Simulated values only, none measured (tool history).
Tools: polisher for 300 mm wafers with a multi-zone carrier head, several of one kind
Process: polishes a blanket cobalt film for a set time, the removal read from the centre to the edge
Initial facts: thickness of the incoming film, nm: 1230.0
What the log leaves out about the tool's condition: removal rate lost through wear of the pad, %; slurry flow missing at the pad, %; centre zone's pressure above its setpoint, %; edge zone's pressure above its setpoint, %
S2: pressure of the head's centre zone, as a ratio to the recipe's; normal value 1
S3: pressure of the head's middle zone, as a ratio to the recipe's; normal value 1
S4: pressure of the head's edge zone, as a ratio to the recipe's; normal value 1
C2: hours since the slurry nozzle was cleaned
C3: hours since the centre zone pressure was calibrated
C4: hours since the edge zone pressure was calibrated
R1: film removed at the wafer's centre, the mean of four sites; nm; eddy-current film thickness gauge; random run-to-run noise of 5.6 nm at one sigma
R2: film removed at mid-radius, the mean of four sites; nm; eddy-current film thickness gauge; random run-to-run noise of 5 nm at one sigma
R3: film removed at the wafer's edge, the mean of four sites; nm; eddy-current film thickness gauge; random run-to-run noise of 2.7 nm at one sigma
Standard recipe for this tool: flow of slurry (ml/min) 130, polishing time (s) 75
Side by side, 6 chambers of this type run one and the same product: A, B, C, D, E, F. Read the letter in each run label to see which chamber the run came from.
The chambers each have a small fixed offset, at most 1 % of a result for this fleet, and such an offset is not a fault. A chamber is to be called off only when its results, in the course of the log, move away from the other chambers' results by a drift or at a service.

At hour 0.8: chamber B: worn pad replaced by a new one.
Run 1B, hour 3.8: usual settings; wafers polished on this pad 45; C2 345.6; C3 383.1; C4 263.7. Result: R1 390.25 nm, R2 390.06 nm, R3 400.7 nm.
At hour 5.1: chamber D: worn pad replaced by a new one.
Run 2F, hour 8.3: usual settings; wafers polished on this pad 399; C2 101.4; C3 719.3; C4 991. Result: R1 403.55 nm, R2 401.13 nm, R3 397.09 nm.
At hour 9.2: chamber E: worn pad replaced by a new one.
Run 3D, hour 12: usual settings; wafers polished on this pad 103; C2 334.1; C3 282.6; C4 492.6. Result: R1 414.88 nm, R2 403.48 nm, R3 396.25 nm.
At hour 14: chamber C: worn pad replaced by a new one.
Run 4A, hour 15.4: usual settings; wafers polished on this pad 1382; C2 208.2; C3 352.9; C4 183.4. Result: R1 401.73 nm, R2 396.47 nm, R3 403.94 nm.
Run 5C, hour 20.3: usual settings; wafers polished on this pad 94; C2 28.7; C3 709.8; C4 553.7. Result: R1 383.49 nm, R2 405.87 nm, R3 397.46 nm.
Run 6E, hour 23.6: usual settings but S2 1.04, polishing time (s) 56; wafers polished on this pad 214; C2 178.9; C3 105.6; C4 906. Result: R1 314.06 nm, R2 298.61 nm, R3 299.78 nm.
At hour 25.5: chamber A: slurry nozzle cleaned.
Run 7C, hour 28.2: usual settings but S2 1.04, polishing time (s) 56; wafers polished on this pad 211; C2 36.6; C3 717.7; C4 561.6. Result: R1 305.97 nm, R2 297.32 nm, R3 300.35 nm.
At hour 28.7: chamber A: worn pad replaced by a new one.
At hour 29.8: chamber B: slurry nozzle cleaned.
Run 8D, hour 32: usual settings but S2 1.04, polishing time (s) 56; wafers polished on this pad 399; C2 354.1; C3 302.6; C4 512.6. Result: R1 311.64 nm, R2 299.54 nm, R3 298.55 nm.
At hour 32.5: chamber F: worn pad replaced by a new one.
Run 9F, hour 37: usual settings but S2 1.04, polishing time (s) 56; wafers polished on this pad 66; C2 130.1; C3 748; C4 1019.7. Result: R1 311.18 nm, R2 297.53 nm, R3 296.31 nm.
Run 10A, hour 41.4: usual settings but S2 1.04, polishing time (s) 56; wafers polished on this pad 188; C2 15.9; C3 378.9; C4 209.4. Result: R1 319.27 nm, R2 300.69 nm, R3 302.85 nm.
At hour 45: chamber B: worn pad replaced by a new one.
Run 11E, hour 45.3: usual settings but S2 1.04, polishing time (s) 56; wafers polished on this pad 534; C2 200.6; C3 127.3; C4 927.7. Result: R1 310.03 nm, R2 301.14 nm, R3 293.71 nm.
At hour 45.4: chamber E: worn pad replaced by a new one.
At hour 48.8: chamber D: worn pad replaced by a new one.
Run 12B, hour 50.2: usual settings; wafers polished on this pad 77; C2 20.5; C3 429.5; C4 310.1. Result: R1 395.87 nm, R2 399.58 nm, R3 400.01 nm.
Run 13D, hour 52.4: usual settings; wafers polished on this pad 53; C2 374.5; C3 323; C4 533. Result: R1 403.3 nm, R2 402.53 nm, R3 400.6 nm.
Run 14E, hour 55.5: usual settings; wafers polished on this pad 149; C2 210.8; C3 137.5; C4 937.9. Result: R1 397.34 nm, R2 401.33 nm, R3 396.01 nm.
At hour 58.1: chamber D: centre zone pressure recalibrated.
Run 15B, hour 58.4: usual settings; wafers polished on this pad 198; C2 28.7; C3 437.7; C4 318.3. Result: R1 400.4 nm, R2 394.01 nm, R3 401.09 nm.
Run 16A, hour 62.9: usual settings; wafers polished on this pad 505; C2 37.4; C3 400.4; C4 230.9. Result: R1 404.59 nm, R2 401.32 nm, R3 403.19 nm.
Run 17C, hour 66.7: usual settings; wafers polished on this pad 780; C2 75.1; C3 756.2; C4 600.1. Result: R1 403.75 nm, R2 397.75 nm, R3 399.24 nm.
Run 18F, hour 69.6: usual settings; wafers polished on this pad 548; C2 162.7; C3 780.6; C4 1052.3. Result: R1 399.14 nm, R2 392.78 nm, R3 399.9 nm.
Run 19D, hour 73.7: usual settings but S4 1.04; wafers polished on this pad 368; C2 395.8; C3 15.7; C4 554.3. Result: R1 399.85 nm, R2 403 nm, R3 407.87 nm.
Run 20F, hour 76.7: usual settings but S4 1.04; wafers polished on this pad 653; C2 169.8; C3 787.7; C4 1059.4. Result: R1 391.4 nm, R2 406.02 nm, R3 400.42 nm.
At hour 80: chamber C: worn pad replaced by a new one.
Run 21E, hour 80.4: usual settings but S4 1.04; wafers polished on this pad 517; C2 235.7; C3 162.4; C4 962.8. Result: R1 389.46 nm, R2 402.88 nm, R3 403.12 nm.
Run 22B, hour 83.7: usual settings but S4 1.04; wafers polished on this pad 572; C2 54; C3 463; C4 343.6. Result: R1 398.88 nm, R2 408.76 nm, R3 404.69 nm.
Run 23C, hour 88.1: usual settings but S4 1.04; wafers polished on this pad 120; C2 96.5; C3 777.6; C4 621.5. Result: R1 395.27 nm, R2 411.69 nm, R3 406.68 nm.
At hour 89.7: chamber F: worn pad replaced by a new one.
At hour 91.9: chamber E: worn pad replaced by a new one.
Run 24A, hour 92.2: usual settings but S4 1.04; wafers polished on this pad 939; C2 66.7; C3 429.7; C4 260.2. Result: R1 417.48 nm, R2 409.9 nm, R3 415.45 nm.
At hour 93.3: chamber D: worn pad replaced by a new one.
At hour 93.4: chamber B: worn pad replaced by a new one.
Run 25F, hour 95.6: usual settings; wafers polished on this pad 88; C2 188.7; C3 806.6; C4 1078.3. Result: R1 397.37 nm, R2 397.66 nm, R3 396.28 nm.
Run 26E, hour 98: usual settings; wafers polished on this pad 90; C2 253.3; C3 180; C4 980.4. Result: R1 397.82 nm, R2 401.39 nm, R3 398.35 nm.
Run 27A, hour 101.7: usual settings; wafers polished on this pad 1079; C2 76.2; C3 439.2; C4 269.7. Result: R1 411.6 nm, R2 409.43 nm, R3 405.63 nm.
Run 28D, hour 106.6: usual settings; wafers polished on this pad 197; C2 428.7; C3 48.6; C4 587.2. Result: R1 398.35 nm, R2 402.61 nm, R3 395.04 nm.
Run 29B, hour 109: usual settings; wafers polished on this pad 231; C2 79.3; C3 488.3; C4 368.9. Result: R1 403.87 nm, R2 405.38 nm, R3 401.02 nm.
Run 30C, hour 113.5: usual settings but flow of slurry (ml/min) 100, S2 0.91; wafers polished on this pad 495; C2 121.9; C3 803; C4 646.9. Result: R1 334.05 nm, R2 385.09 nm, R3 375.07 nm.
Run 31B, hour 116.9: usual settings but flow of slurry (ml/min) 100, S2 0.91; wafers polished on this pad 348; C2 87.2; C3 496.2; C4 376.8. Result: R1 334.14 nm, R2 375.8 nm, R3 378.73 nm.
Run 32A, hour 120.3: usual settings but flow of slurry (ml/min) 100, S2 0.91; wafers polished on this pad 1354; C2 94.8; C3 457.8; C4 288.3. Result: R1 359.48 nm, R2 384.79 nm, R3 388.59 nm.
Run 33C, hour 123: usual settings but flow of slurry (ml/min) 100, S2 0.91; wafers polished on this pad 636; C2 131.4; C3 812.5; C4 656.4. Result: R1 332.98 nm, R2 381.29 nm, R3 381.03 nm.
Run 34D, hour 125.3: usual settings but flow of slurry (ml/min) 100, S2 0.91; wafers polished on this pad 473; C2 447.4; C3 67.3; C4 605.9. Result: R1 330.7 nm, R2 377.07 nm, R3 383.09 nm.
Run 35F, hour 128.8: usual settings but flow of slurry (ml/min) 100, S2 0.91; wafers polished on this pad 579; C2 221.9; C3 839.8; C4 1111.5. Result: R1 323.97 nm, R2 372.24 nm, R3 377.61 nm.
At hour 131: chamber E: worn pad replaced by a new one.
Run 36E, hour 133.3: usual settings; wafers polished on this pad 34; C2 288.6; C3 215.3; C4 1015.7. Result: R1 406.05 nm, R2 406.91 nm, R3 397.62 nm.
Run 37E, hour 137.7: usual settings but flow of slurry (ml/min) 90, S4 0.93; wafers polished on this pad 99; C2 293; C3 219.7; C4 1020.1. Result: R1 351.77 nm, R2 361.28 nm, R3 358.98 nm.

Next, all 6 chambers run the settings below, one line each with question marks for the results. What does each chamber give?
Run 38A, hour 141.3: usual settings. Result: R1 ?, R2 ?, R3 ?.
Run 38B, hour 141.3: usual settings. Result: R1 ?, R2 ?, R3 ?.
Run 38C, hour 141.3: usual settings. Result: R1 ?, R2 ?, R3 ?.
Run 38D, hour 141.3: usual settings. Result: R1 ?, R2 ?, R3 ?.
Run 38E, hour 141.3: usual settings. Result: R1 ?, R2 ?, R3 ?.
Run 38F, hour 141.3: usual settings. Result: R1 ?, R2 ?, R3 ?.

run      R1      R2      R3
38A  424.49  401.18  397.26
38B  396.87  393.52  397.55
38C  397.01  400.14  395.54
38D  394.54  396.81  399.75
38E  397.74  404.39  402.05
38F  403.04  396.95  400.43
